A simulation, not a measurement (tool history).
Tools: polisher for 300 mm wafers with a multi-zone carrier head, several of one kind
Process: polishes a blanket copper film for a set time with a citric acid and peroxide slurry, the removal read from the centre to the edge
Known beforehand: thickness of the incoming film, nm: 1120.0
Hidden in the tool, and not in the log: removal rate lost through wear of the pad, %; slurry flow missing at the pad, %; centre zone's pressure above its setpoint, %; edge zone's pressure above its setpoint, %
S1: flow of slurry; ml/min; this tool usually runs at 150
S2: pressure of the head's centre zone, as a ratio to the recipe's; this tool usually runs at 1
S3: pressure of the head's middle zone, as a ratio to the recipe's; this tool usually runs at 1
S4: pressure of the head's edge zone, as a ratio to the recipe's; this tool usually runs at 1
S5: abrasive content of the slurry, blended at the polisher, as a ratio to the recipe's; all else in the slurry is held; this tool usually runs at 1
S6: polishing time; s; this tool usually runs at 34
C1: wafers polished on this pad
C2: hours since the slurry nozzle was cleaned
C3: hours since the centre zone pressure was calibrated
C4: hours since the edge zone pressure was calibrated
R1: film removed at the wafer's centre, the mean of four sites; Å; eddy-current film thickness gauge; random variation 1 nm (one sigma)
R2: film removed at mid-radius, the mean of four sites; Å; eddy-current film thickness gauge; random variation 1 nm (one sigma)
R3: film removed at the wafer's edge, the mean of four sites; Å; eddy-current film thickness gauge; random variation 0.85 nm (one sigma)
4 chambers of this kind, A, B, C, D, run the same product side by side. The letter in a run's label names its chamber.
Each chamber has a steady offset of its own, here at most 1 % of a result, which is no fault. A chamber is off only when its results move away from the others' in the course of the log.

Run 1C, hour 6: usual settings; C1 261; C2 361.8; C3 324.7; C4 55.9. Result: R1 994.01 Å, R2 995.77 Å, R3 996.9 Å.
Run 2B, hour 12.6: usual settings; C1 563; C2 652.5; C3 834.7; C4 80.2. Result: R1 993.55 Å, R2 966.47 Å, R3 995.76 Å.
Run 3A, hour 20: usual settings; C1 219; C2 80.7; C3 354.7; C4 606.2. Result: R1 986.17 Å, R2 997.92 Å, R3 1007.8 Å.
Run 4D, hour 27.1: usual settings; C1 469; C2 576.6; C3 899.4; C4 42.3. Result: R1 985.01 Å, R2 999.51 Å, R3 988.89 Å.
Run 5B, hour 32.6: usual settings; C1 754; C2 672.5; C3 854.7; C4 100.2. Result: R1 1000.6 Å, R2 975.01 Å, R3 989.73 Å.
Run 6D, hour 39.8: usual settings; C1 590; C2 589.3; C3 912.1; C4 55. Result: R1 1003.2 Å, R2 992.49 Å, R3 1004.1 Å.
Run 7A, hour 45.8: usual settings; C1 465; C2 106.5; C3 380.5; C4 632. Result: R1 988.47 Å, R2 993.29 Å, R3 1002.9 Å.
Run 8C, hour 51.9: usual settings; C1 699; C2 407.7; C3 370.6; C4 101.8. Result: R1 1000.3 Å, R2 990 Å, R3 986.68 Å.
At hour 57.6: chamber C: centre zone pressure recalibrated.
At hour 58.7: chamber D: slurry nozzle cleaned.
Run 9B, hour 60.7: usual settings; C1 1022; C2 700.6; C3 882.8; C4 128.3. Result: R1 1010.7 Å, R2 1006.1 Å, R3 990.66 Å.
At hour 64.4: chamber C: worn pad replaced by a new one.
Run 10A, hour 67.7: usual settings; C1 674; C2 128.4; C3 402.4; C4 653.9. Result: R1 1005.4 Å, R2 974.56 Å, R3 995.27 Å.
At hour 70.3: chamber A: worn pad replaced by a new one.
Run 11D, hour 75.6: usual settings; C1 932; C2 17; C3 947.9; C4 90.8. Result: R1 970.71 Å, R2 997.79 Å, R3 990.51 Å.
Run 12C, hour 85.6: usual settings but S3 0.91; C1 202; C2 441.4; C3 28; C4 135.5. Result: R1 1007.2 Å, R2 917.03 Å, R3 999.07 Å.
Run 13A, hour 91.4: usual settings but S3 0.91; C1 201; C2 152.1; C3 426.1; C4 677.6. Result: R1 995.66 Å, R2 894.03 Å, R3 1013.5 Å.
At hour 96.4: chamber B: worn pad replaced by a new one.
Run 14C, hour 99.5: usual settings but S3 0.91; C1 335; C2 455.3; C3 41.9; C4 149.4. Result: R1 980.18 Å, R2 909.13 Å, R3 1004.3 Å.
At hour 102.7: chamber B: slurry nozzle cleaned.
Run 15D, hour 108.9: usual settings but S3 0.91; C1 1250; C2 50.3; C3 981.2; C4 124.1. Result: R1 1007.1 Å, R2 934.14 Å, R3 998.57 Å.
Run 16B, hour 117.2: usual settings; C1 198; C2 14.6; C3 939.3; C4 184.8. Result: R1 1029.2 Å, R2 981.67 Å, R3 1002 Å.
At hour 124.6: chamber D: worn pad replaced by a new one.
Run 17A, hour 126.2: usual settings; C1 534; C2 186.9; C3 460.9; C4 712.4. Result: R1 994.58 Å, R2 1001.6 Å, R3 1003.6 Å.
Run 18B, hour 131.1: usual settings; C1 331; C2 28.5; C3 953.2; C4 198.7. Result: R1 1021.7 Å, R2 1002.6 Å, R3 984.63 Å.
Run 19C, hour 136.5: usual settings; C1 688; C2 492.3; C3 78.9; C4 186.4. Result: R1 1013.7 Å, R2 978.36 Å, R3 1006.8 Å.
At hour 139.3: chamber A: worn pad replaced by a new one.
Run 20D, hour 140.9: usual settings; C1 156; C2 82.3; C3 1013.2; C4 156.1. Result: R1 990.57 Å, R2 1007.8 Å, R3 994.08 Å.
Run 21B, hour 147.6: usual settings; C1 488; C2 45; C3 969.7; C4 215.2. Result: R1 1026.7 Å, R2 983.09 Å, R3 983.95 Å.
Run 22D, hour 155.2: usual settings; C1 292; C2 96.6; C3 1027.5; C4 170.4. Result: R1 999.76 Å, R2 998.34 Å, R3 992.91 Å.
At hour 156.6: chamber C: slurry nozzle cleaned.
At hour 157.8: chamber C: worn pad replaced by a new one.
Run 23C, hour 160.1: usual settings; C1 22; C2 3.5; C3 102.5; C4 210. Result: R1 995.92 Å, R2 973.43 Å, R3 1012.4 Å.
Run 24A, hour 170.1: usual settings; C1 294; C2 230.8; C3 504.8; C4 756.3. Result: R1 994.62 Å, R2 991.04 Å, R3 987.74 Å.
Run 25A, hour 178.8: usual settings; C1 377; C2 239.5; C3 513.5; C4 765. Result: R1 1008 Å, R2 992.19 Å, R3 1001.1 Å.
Run 26D, hour 185.3: usual settings; C1 579; C2 126.7; C3 1057.6; C4 200.5. Result: R1 982.43 Å, R2 1016.3 Å, R3 987.66 Å.
Run 27C, hour 194.2: usual settings; C1 347; C2 37.6; C3 136.6; C4 244.1. Result: R1 1002.5 Å, R2 986.83 Å, R3 1009.1 Å.
Run 28B, hour 199.5: usual settings but S5 0.7; C1 984; C2 96.9; C3 1021.6; C4 267.1. Result: R1 967.81 Å, R2 931.44 Å, R3 928.81 Å.
At hour 204.3: chamber A: worn pad replaced by a new one.
Run 29C, hour 206.3: usual settings but S5 0.7; C1 463; C2 49.7; C3 148.7; C4 256.2. Result: R1 923.33 Å, R2 921.09 Å, R3 947.65 Å.
Run 30A, hour 213.8: usual settings but S5 0.7; C1 91; C2 274.5; C3 548.5; C4 800. Result: R1 911.23 Å, R2 931.69 Å, R3 924.92 Å.
Run 31D, hour 221.2: usual settings but S5 0.7; C1 922; C2 162.6; C3 1093.5; C4 236.4. Result: R1 907.65 Å, R2 914.85 Å, R3 920.48 Å.
Run 32B, hour 231.4: usual settings; C1 1288; C2 128.8; C3 1053.5; C4 299. Result: R1 1059.8 Å, R2 1013.7 Å, R3 985.76 Å.
Run 33D, hour 240.8: usual settings; C1 1109; C2 182.2; C3 1113.1; C4 256. Result: R1 1004.2 Å, R2 1000.8 Å, R3 997.99 Å.
Run 34C, hour 250: usual settings; C1 880; C2 93.4; C3 192.4; C4 299.9. Result: R1 1013.1 Å, R2 1000.3 Å, R3 991.07 Å.

Is one chamber off against the others, does the gauge drift, or is nothing wrong? If a chamber is off, say which, and what the likeliest cause is.

Little by little, chamber B moves away from the other chambers.
Most likely cause: centre zone's pressure above its setpoint, % = 7.09.

Which of the 4 candidates below, each the usual settings with something changed and its results left as question marks, puts chamber B back in line with what the other chambers give on the usual settings?
A result is in line if it is within this distance of the other chambers' mean on the usual settings: R1 35 Å; R2 37 Å; R3 30 Å
Run 35B-1, hour 257.4: usual settings but S1 155 ml/min, S2 1.06, S3 0.99, S4 0.98. Result: R1 ?, R2 ?, R3 ?.
Run 35B-2, hour 257.4: usual settings but S1 160 ml/min, S2 1.13, S3 0.98, S4 0.95. Result: R1 ?, R2 ?, R3 ?.
Run 35B-3, hour 257.4: usual settings but S1 140 ml/min, S2 0.87, S3 1.02, S4 1.05. Result: R1 ?, R2 ?, R3 ?.
Run 35B-4, hour 257.4: usual settings but S1 145 ml/min, S2 0.94, S3 1.01, S4 1.02. Result: R1 ?, R2 ?, R3 ?.

Mean of the other chambers on the usual settings: R1 991.49 Å; R2 993.22 Å; R3 995.33 Å
  run      R1      R2      R3
35B-1  1147.9   993.5  981.96
35B-2  1239.2  989.54   970.7
35B-3  901.73  1002.4  1003.1
35B-4  990.97  999.94  993.07
35B-4 is the one that brings the chamber's results back in line with the other chambers.
